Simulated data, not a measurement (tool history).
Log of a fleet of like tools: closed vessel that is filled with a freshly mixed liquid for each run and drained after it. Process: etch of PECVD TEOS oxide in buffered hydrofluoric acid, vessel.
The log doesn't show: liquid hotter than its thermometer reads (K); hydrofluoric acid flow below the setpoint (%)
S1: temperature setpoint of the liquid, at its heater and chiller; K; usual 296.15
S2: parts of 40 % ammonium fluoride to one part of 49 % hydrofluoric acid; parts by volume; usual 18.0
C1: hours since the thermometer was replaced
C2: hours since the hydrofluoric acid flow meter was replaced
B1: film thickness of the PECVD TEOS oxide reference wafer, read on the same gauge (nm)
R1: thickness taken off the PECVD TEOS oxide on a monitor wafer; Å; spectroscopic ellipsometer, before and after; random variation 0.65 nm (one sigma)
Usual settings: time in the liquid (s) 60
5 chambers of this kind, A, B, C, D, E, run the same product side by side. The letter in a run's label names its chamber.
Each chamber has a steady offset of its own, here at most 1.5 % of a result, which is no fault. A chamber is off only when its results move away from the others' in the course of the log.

run 1E hour=10.4 | S1=296.15 S2=18.0 time_in_the_liquid_(s)=60 | C1=715.4 C2=1190.1 | B1=150.00 | R1=728.82
run 2C hour=21.4 | S1=296.15 S2=18.0 time_in_the_liquid_(s)=60 | C1=1145.6 C2=615.3 | B1=149.99 | R1=717.69
run 3B hour=29.7 | S1=296.15 S2=18.0 time_in_the_liquid_(s)=60 | C1=106.4 C2=1034.8 | B1=150.02 | R1=735.25
run 4A hour=37.6 | S1=296.15 S2=18.0 time_in_the_liquid_(s)=60 | C1=143.8 C2=501.3 | B1=149.96 | R1=715.84
run 5D hour=45.6 | S1=296.15 S2=18.0 time_in_the_liquid_(s)=60 | C1=117.2 C2=156.3 | B1=150.00 | R1=723.42
run 6D hour=52.8 | S1=296.15 S2=18.0 time_in_the_liquid_(s)=60 | C1=124.4 C2=163.5 | B1=150.05 | R1=735.96
run 7C hour=60.3 | S1=297.65 S2=18.0 time_in_the_liquid_(s)=85 | C1=1184.5 C2=654.2 | B1=149.96 | R1=1119.40
run 8A hour=69.5 | S1=297.65 S2=18.0 time_in_the_liquid_(s)=85 | C1=175.7 C2=533.2 | B1=150.00 | R1=1103.90
run 9E hour=80.7 | S1=297.65 S2=18.0 time_in_the_liquid_(s)=85 | C1=785.7 C2=1260.4 | B1=149.99 | R1=1139.60
run 10B hour=86.9 | S1=297.65 S2=18.0 time_in_the_liquid_(s)=85 | C1=163.6 C2=1092.0 | B1=149.98 | R1=1117.80
-- hour=90.1 chamber A: hydrofluoric acid flow meter replaced
run 11B hour=93.1 | S1=297.65 S2=18.0 time_in_the_liquid_(s)=85 | C1=169.8 C2=1098.2 | B1=149.97 | R1=1104.50
run 12C hour=101.0 | S1=296.15 S2=18.0 time_in_the_liquid_(s)=60 | C1=1225.2 C2=694.9 | B1=150.03 | R1=723.49
run 13D hour=112.1 | S1=296.15 S2=18.0 time_in_the_liquid_(s)=60 | C1=183.7 C2=222.8 | B1=149.97 | R1=736.37
run 14E hour=119.6 | S1=296.15 S2=18.0 time_in_the_liquid_(s)=60 | C1=824.6 C2=1299.3 | B1=150.01 | R1=719.84
run 15A hour=132.3 | S1=300.15 S2=23.0 time_in_the_liquid_(s)=60 | C1=238.5 C2=42.2 | B1=149.99 | R1=730.25
run 16E hour=138.6 | S1=300.15 S2=23.0 time_in_the_liquid_(s)=60 | C1=843.6 C2=1318.3 | B1=150.00 | R1=736.89
run 17D hour=150.0 | S1=300.15 S2=23.0 time_in_the_liquid_(s)=60 | C1=221.6 C2=260.7 | B1=149.98 | R1=728.10
run 18B hour=158.2 | S1=300.15 S2=23.0 time_in_the_liquid_(s)=60 | C1=234.9 C2=1163.3 | B1=150.02 | R1=714.64
run 19A hour=170.7 | S1=300.15 S2=23.0 time_in_the_liquid_(s)=60 | C1=276.9 C2=80.6 | B1=149.99 | R1=736.79
run 20C hour=179.3 | S1=296.15 S2=18.0 time_in_the_liquid_(s)=60 | C1=1303.5 C2=773.2 | B1=150.00 | R1=736.55
run 21B hour=186.0 | S1=296.15 S2=18.0 time_in_the_liquid_(s)=60 | C1=262.7 C2=1191.1 | B1=150.00 | R1=683.92
run 22D hour=198.6 | S1=296.15 S2=18.0 time_in_the_liquid_(s)=60 | C1=270.2 C2=309.3 | B1=150.02 | R1=720.03
run 23A hour=209.5 | S1=296.15 S2=18.0 time_in_the_liquid_(s)=60 | C1=315.7 C2=119.4 | B1=149.96 | R1=723.59
run 24E hour=215.9 | S1=296.15 S2=12.5 time_in_the_liquid_(s)=70 | C1=920.9 C2=1395.6 | B1=149.98 | R1=1195.70
run 25C hour=222.5 | S1=296.15 S2=12.5 time_in_the_liquid_(s)=70 | C1=1346.7 C2=816.4 | B1=149.95 | R1=1215.60
run 26E hour=234.9 | S1=296.15 S2=12.5 time_in_the_liquid_(s)=70 | C1=939.9 C2=1414.6 | B1=150.01 | R1=1201.50
run 27B hour=241.8 | S1=296.15 S2=12.5 time_in_the_liquid_(s)=70 | C1=318.5 C2=1246.9 | B1=149.99 | R1=1114.50
run 28A hour=250.9 | S1=296.15 S2=12.5 time_in_the_liquid_(s)=70 | C1=357.1 C2=160.8 | B1=150.00 | R1=1175.60
run 29D hour=258.8 | S1=296.15 S2=18.0 time_in_the_liquid_(s)=60 | C1=330.4 C2=369.5 | B1=149.99 | R1=737.55
run 30C hour=270.5 | S1=296.15 S2=18.0 time_in_the_liquid_(s)=60 | C1=1394.7 C2=864.4 | B1=150.00 | R1=724.50
run 31D hour=280.3 | S1=296.15 S2=18.0 time_in_the_liquid_(s)=60 | C1=351.9 C2=391.0 | B1=149.96 | R1=721.21
run 32B hour=290.6 | S1=296.15 S2=18.0 time_in_the_liquid_(s)=60 | C1=367.3 C2=1295.7 | B1=150.03 | R1=663.48
run 33A hour=298.3 | S1=296.15 S2=18.0 time_in_the_liquid_(s)=60 | C1=404.5 C2=208.2 | B1=150.05 | R1=714.68
run 34E hour=306.2 | S1=296.15 S2=18.0 time_in_the_liquid_(s)=60 | C1=1011.2 C2=1485.9 | B1=150.01 | R1=729.19
run 35C hour=315.4 | S1=296.15 S2=18.0 time_in_the_liquid_(s)=60 | C1=1439.6 C2=909.3 | B1=150.00 | R1=716.19
run 36C hour=323.8 | S1=301.15 S2=15.0 time_in_the_liquid_(s)=60 | C1=1448.0 C2=917.7 | B1=149.97 | R1=1130.40

Is one chamber off against the others, does the gauge drift, or is nothing wrong? If a chamber is off, say which, and what the likeliest cause is.

Chamber B drifts away from the others.
Cause: hydrofluoric acid flow below the setpoint (%) = 11.5.
The log may not tell that from: liquid colder than its thermometer reads (K).

Here are 4 candidates for chamber B's next run, each the usual settings with a change, their results left as question marks. Which one brings its results back in line with what the others give on the usual settings?
In line means no further than this from the other chambers' mean on the usual settings: R1 23.00 Å
run 37B-1 hour=332.9 | S1=295.15 S2=18.0 time_in_the_liquid_(s)=60 | R1=?
run 37B-2 hour=332.9 | S1=297.15 S2=18.0 time_in_the_liquid_(s)=60 | R1=?
run 37B-3 hour=332.9 | S1=296.15 S2=18.5 time_in_the_liquid_(s)=55 | R1=?
run 37B-4 hour=332.9 | S1=296.15 S2=17.5 time_in_the_liquid_(s)=65 | R1=?

The other chambers' mean on the usual settings: R1 724.93 Å
run=37B-1 R1=613.74
run=37B-2 R1=683.73
run=37B-3 R1=582.92
run=37B-4 R1=717.96
37B-4 brings the chamber back in line.

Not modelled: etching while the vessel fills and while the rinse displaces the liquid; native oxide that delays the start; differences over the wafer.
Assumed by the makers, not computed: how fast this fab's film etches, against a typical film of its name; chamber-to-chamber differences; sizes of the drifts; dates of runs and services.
